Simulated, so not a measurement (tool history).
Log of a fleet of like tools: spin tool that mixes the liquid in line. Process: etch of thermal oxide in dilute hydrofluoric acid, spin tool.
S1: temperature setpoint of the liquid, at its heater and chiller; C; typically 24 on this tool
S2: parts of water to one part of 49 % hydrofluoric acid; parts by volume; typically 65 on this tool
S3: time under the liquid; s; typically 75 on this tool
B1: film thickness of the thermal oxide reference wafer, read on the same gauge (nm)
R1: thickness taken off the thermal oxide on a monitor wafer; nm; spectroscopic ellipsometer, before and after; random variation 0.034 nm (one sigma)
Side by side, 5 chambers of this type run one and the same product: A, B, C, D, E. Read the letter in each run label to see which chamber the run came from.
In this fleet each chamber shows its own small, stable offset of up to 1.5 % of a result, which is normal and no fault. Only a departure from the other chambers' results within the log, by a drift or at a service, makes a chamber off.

run     day    S1  S2   S3      B1      R1
 1E   0.271    24  65   75  129.99  5.9376
 2B   0.679    24  65   75  129.99  5.9219
 3D   0.967    24  65   75  130.01  5.8517
 4C   1.254    24  65   75  130.02  5.9648
 5A   1.579    24  50  115  130.01  11.959
 6E   1.904    24  50  115  129.97   12.09
 7C   2.229    24  50  115  130.02  12.106
 8A   2.562    24  50  115  130.01  11.918
 9B   2.754    24  50  115  129.97  12.311
10D   3.142    24  65   75  130.01  5.8399
11D   3.362    24  65   75     130  5.9033
12C   3.688    24  65   75     130  5.9351
13A   3.979    24  65   75     130  5.9103
14E   4.262    24  65   75  129.98  5.9348
15B   4.675    24  65   75  130.02  5.9691
16D   4.908    24  65   75  129.99  5.8973
17C   5.162    24  65   75  130.01  5.9533
18A   5.471    24  50   75  130.01  7.7779
19B   5.671    24  50   75  129.99  7.9253
20E   5.892    24  50   75     130  7.8064
21B   6.233    24  50   75     130  7.9586
22A   6.579    24  50   75  129.98  7.8404
23E   6.775    24  65   75  129.98  5.9275
24C   7.008    24  65   75  130.02  5.9395
25D   7.338    24  65   75  130.01  5.9327
26A   7.658  19.5  65  115     130  7.5234
27E   7.842  19.5  65  115     130  7.5095
28C     8.1  19.5  65  115  129.97  7.5773
29D   8.471  19.5  65  115  129.98  7.4244
30B   8.725  19.5  65  115  129.99  7.5716
31A   9.129    20  65  115  130.01  7.6679
32C   9.375    20  65  115  130.01  7.7255
33D   9.658    20  65  115  129.99   7.608
34E   9.921    20  65  115  130.03  7.6849
35B  10.154    20  65  115  130.03    7.66
36D  10.367    24  65   75     130  5.9115
37C  10.625    24  65   75  130.01   5.997

Next, every chamber runs the same settings. What will each give?
38A  10.925  24  65  50       ?
38B  10.925  24  65  50       ?
38C  10.925  24  65  50       ?
38D  10.925  24  65  50       ?
38E  10.925  24  65  50       ?

run      R1
38A  3.9246
38B  3.9675
38C  3.9656
38D  3.9195
38E  3.9683
